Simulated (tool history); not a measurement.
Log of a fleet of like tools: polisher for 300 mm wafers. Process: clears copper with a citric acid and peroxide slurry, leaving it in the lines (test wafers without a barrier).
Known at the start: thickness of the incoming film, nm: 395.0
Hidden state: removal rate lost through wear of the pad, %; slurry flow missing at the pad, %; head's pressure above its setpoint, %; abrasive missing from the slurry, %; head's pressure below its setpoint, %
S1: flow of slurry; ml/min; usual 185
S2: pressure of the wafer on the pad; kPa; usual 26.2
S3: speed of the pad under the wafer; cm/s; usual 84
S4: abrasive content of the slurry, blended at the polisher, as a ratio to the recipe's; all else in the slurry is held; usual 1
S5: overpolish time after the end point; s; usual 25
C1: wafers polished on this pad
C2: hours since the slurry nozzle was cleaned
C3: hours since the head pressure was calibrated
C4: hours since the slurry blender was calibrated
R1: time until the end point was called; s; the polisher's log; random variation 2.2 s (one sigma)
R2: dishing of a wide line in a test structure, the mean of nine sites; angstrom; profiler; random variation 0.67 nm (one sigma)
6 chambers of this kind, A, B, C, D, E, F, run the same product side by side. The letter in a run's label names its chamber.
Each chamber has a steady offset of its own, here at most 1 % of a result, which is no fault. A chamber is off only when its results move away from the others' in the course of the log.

| run | hour | S1 | S2 | S3 | S4 | S5 | C1 | C2 | C3 | C4 | R1 | R2 |
|---|---|---|---|---|---|---|---|---|---|---|---|---|
| 1A | 7 | 185 | 26.2 | 84 | 1 | 25 | 222 | 196.2 | 690.6 | 17.7 | 189.9 | 366.35 |
| 2E | 17.3 | 185 | 26.2 | 84 | 1 | 25 | 216 | 77.5 | 405.7 | 26.8 | 191.15 | 353.21 |
| 3D | 28.1 | 185 | 26.2 | 84 | 1 | 25 | 562 | 506 | 808.1 | 272.5 | 186 | 363.11 |
| 4C | 33.7 | 185 | 26.2 | 84 | 1 | 25 | 698 | 463.6 | 1449.1 | 270.2 | 187.58 | 358.57 |
| 5F | 45.7 | 185 | 26.2 | 84 | 1 | 25 | 1090 | 177.2 | 241.5 | 172.4 | 186.43 | 354.1 |
| 6B | 56 | 185 | 26.2 | 84 | 1 | 25 | 702 | 783.4 | 362.2 | 292.4 | 192.38 | 353.45 |
|  | 61.9 | chamber A: slurry nozzle cleaned |
| 7E | 66.4 | 185 | 26.2 | 84 | 1 | 25 | 451 | 126.6 | 454.8 | 75.9 | 192.48 | 349.64 |
|  | 69.4 | chamber C: worn pad replaced by a new one |
|  | 70.1 | chamber E: worn pad replaced by a new one |
|  | 76.6 | chamber D: worn pad replaced by a new one |
|  | 77.2 | chamber A: worn pad replaced by a new one |
| 8B | 77.9 | 185 | 26.2 | 84 | 1 | 25 | 807 | 805.3 | 384.1 | 314.3 | 198.45 | 342.81 |
|  | 79.5 | chamber F: worn pad replaced by a new one |
| 9A | 86.2 | 185 | 26.2 | 84 | 1 | 25 | 43 | 24.4 | 769.8 | 96.9 | 187.24 | 371.33 |
|  | 86.4 | chamber C: slurry nozzle cleaned |
| 10F | 97.9 | 185 | 26.2 | 84 | 1 | 25 | 88 | 229.4 | 293.7 | 224.6 | 190.22 | 365.16 |
|  | 101.3 | chamber C: head pressure recalibrated |
|  | 102.2 | chamber B: slurry nozzle cleaned |
| 11C | 106.6 | 185 | 26.2 | 84 | 1 | 25 | 178 | 20.3 | 5.3 | 343.1 | 187.01 | 369.25 |
| 12D | 113.8 | 185 | 26.2 | 84 | 1 | 25 | 178 | 591.7 | 893.8 | 358.2 | 188.39 | 359.62 |
| 13E | 122.4 | 185 | 26.2 | 84 | 1 | 25 | 250 | 182.6 | 510.8 | 131.9 | 192.2 | 363.33 |
|  | 123.9 | chamber B: worn pad replaced by a new one |
| 14C | 133.8 | 185 | 26.2 | 84 | 1 | 25 | 308 | 47.5 | 32.5 | 370.3 | 191.02 | 360.67 |
| 15A | 143.4 | 185 | 26.2 | 84 | 1 | 25 | 317 | 81.6 | 827 | 154.1 | 190.2 | 365.73 |
|  | 143.9 | chamber E: slurry nozzle cleaned |
|  | 144.3 | chamber E: slurry blender recalibrated |
|  | 145.4 | chamber D: slurry blender recalibrated |
| 16B | 154.6 | 185 | 26.2 | 84 | 1 | 25 | 147 | 52.5 | 460.8 | 391 | 203.03 | 340.13 |
| 17F | 161.2 | 185 | 26.2 | 84 | 1 | 39 | 391 | 292.7 | 357 | 287.9 | 189.84 | 517.73 |
|  | 166.9 | chamber B: slurry blender recalibrated |
| 18D | 171.2 | 185 | 26.2 | 84 | 1 | 39 | 452 | 649.1 | 951.2 | 25.8 | 191.72 | 520.33 |
| 19F | 178.4 | 185 | 26.2 | 84 | 1 | 39 | 473 | 309.9 | 374.2 | 305.1 | 195.92 | 540.24 |
|  | 185.2 | chamber F: slurry blender recalibrated |
| 20E | 185.8 | 185 | 26.2 | 84 | 1 | 39 | 553 | 42 | 574.2 | 41.5 | 189.39 | 521.44 |
|  | 187.7 | chamber A: worn pad replaced by a new one |
|  | 189.5 | chamber E: worn pad replaced by a new one |
|  | 189.6 | chamber C: slurry blender recalibrated |
| 21D | 196.5 | 185 | 26.2 | 84 | 1 | 39 | 573 | 674.4 | 976.5 | 51.1 | 185.75 | 513.47 |
| 22B | 208.4 | 185 | 26.2 | 84 | 1 | 39 | 404 | 106.3 | 514.6 | 41.5 | 200.84 | 494.06 |
| 23A | 213.9 | 185 | 26.2 | 84 | 0.85 | 25 | 125 | 152.1 | 897.5 | 224.6 | 192.18 | 354.44 |
| 24C | 222.7 | 185 | 26.2 | 84 | 0.85 | 25 | 733 | 136.4 | 121.4 | 33.2 | 197.93 | 349.18 |
| 25B | 228.5 | 185 | 26.2 | 84 | 0.85 | 25 | 500 | 126.4 | 534.7 | 61.6 | 211.78 | 318.67 |
| 26E | 234.6 | 185 | 26.2 | 84 | 0.85 | 25 | 215 | 90.8 | 623 | 90.3 | 196.83 | 346.16 |
|  | 242.6 | chamber D: worn pad replaced by a new one |
| 27C | 247.1 | 185 | 26.2 | 84 | 0.85 | 25 | 850 | 160.8 | 145.8 | 57.6 | 198.43 | 342.37 |
| 28A | 254.8 | 185 | 26.2 | 84 | 0.85 | 25 | 321 | 193 | 938.4 | 265.5 | 192.23 | 348.03 |
|  | 255.2 | chamber C: worn pad replaced by a new one |
|  | 262.7 | chamber F: slurry nozzle cleaned |
| 29F | 265.5 | 185 | 26.2 | 84 | 1 | 25 | 890 | 2.8 | 461.3 | 80.3 | 190.7 | 356.84 |
| 30D | 276.6 | 185 | 26.2 | 84 | 1 | 25 | 162 | 754.5 | 1056.6 | 131.2 | 189.02 | 357.39 |
|  | 277.4 | chamber A: slurry nozzle cleaned |
| 31F | 288.7 | 185 | 26.2 | 84 | 1 | 25 | 1001 | 26 | 484.5 | 103.5 | 190.09 | 357.37 |
|  | 290.6 | chamber A: slurry blender recalibrated |
| 32A | 300.1 | 185 | 26.2 | 84 | 1 | 25 | 538 | 22.7 | 983.7 | 9.6 | 187.88 | 366.42 |
|  | 301.8 | chamber E: worn pad replaced by a new one |
|  | 304.5 | chamber E: slurry blender recalibrated |
| 33B | 309.7 | 185 | 26.2 | 84 | 1 | 25 | 889 | 207.6 | 615.9 | 142.8 | 211.16 | 329.54 |
|  | 315.9 | chamber A: worn pad replaced by a new one |
| 34E | 321.5 | 185 | 26.2 | 84 | 1 | 25 | 94 | 177.7 | 709.9 | 17.1 | 189.2 | 358.44 |
|  | 325.9 | chamber B: worn pad replaced by a new one |
| 35C | 331.5 | 185 | 26.2 | 84 | 1 | 25 | 365 | 245.2 | 230.2 | 142 | 191.3 | 355.18 |
| 36D | 337.5 | 185 | 26.2 | 84 | 1 | 25 | 454 | 815.4 | 1117.5 | 192.1 | 188.81 | 357.99 |
|  | 338.7 | chamber D: slurry nozzle cleaned |
| 37E | 343.1 | 185 | 26.2 | 84 | 1 | 25 | 197 | 199.3 | 731.5 | 38.7 | 187.95 | 362.07 |
| 38D | 353.2 | 185 | 26.2 | 84 | 1 | 25 | 529 | 14.6 | 1133.2 | 207.8 | 191.1 | 371.25 |
|  | 362.9 | chamber F: worn pad replaced by a new one |
|  | 364.9 | chamber A: head pressure recalibrated |
| 39C | 365.6 | 185 | 26.2 | 84 | 1 | 25 | 528 | 279.3 | 264.3 | 176.1 | 192.41 | 360.28 |
| 40B | 372 | 185 | 26.2 | 84 | 1 | 25 | 220 | 269.9 | 678.2 | 205.1 | 217.74 | 311.95 |
| 41F | 382.9 | 185 | 26.2 | 84 | 1 | 25 | 96 | 120.2 | 578.7 | 197.7 | 188.07 | 360.73 |
| 42A | 391.1 | 185 | 26.2 | 84 | 1 | 25 | 360 | 113.7 | 26.2 | 100.6 | 192.19 | 362.74 |
| 43D | 397.8 | 185 | 33.1 | 84 | 0.85 | 25 | 742 | 59.2 | 1177.8 | 252.4 | 155.06 | 429.01 |

Is one chamber off against the others, does the gauge drift, or is nothing wrong? If a chamber is off, say which, and what the likeliest cause is.

Chamber B drifts away from the others.
Cause: head's pressure below its setpoint, % = 11.8.

Here are 4 candidates for chamber B's next run, each the usual settings with a change, their results left as question marks. Which one brings its results back in line with what the others give on the usual settings?
In line means no further than this from the other chambers' mean on the usual settings: R1 7.6 s; R2 23 angstrom
| 44B-1 | 406.7 | 185 | 26.9 | 86 | 1 | 25 |  |  |  |  | ? | ? |
| 44B-2 | 406.7 | 185 | 27.6 | 90 | 1 | 25 |  |  |  |  | ? | ? |
| 44B-3 | 406.7 | 185 | 24.8 | 78 | 1 | 25 |  |  |  |  | ? | ? |
| 44B-4 | 406.7 | 185 | 25.5 | 82 | 1 | 25 |  |  |  |  | ? | ? |

The other chambers' mean on the usual settings: R1 189.86 s; R2 360.6 angstrom
| run | R1 | R2 |
|---|---|---|
| 44B-1 | 206.91 | 328.49 |
| 44B-2 | 193.14 | 348.84 |
| 44B-3 | 245.9 | 281.74 |
| 44B-4 | 228.16 | 301.17 |
44B-2 brings the chamber back in line.
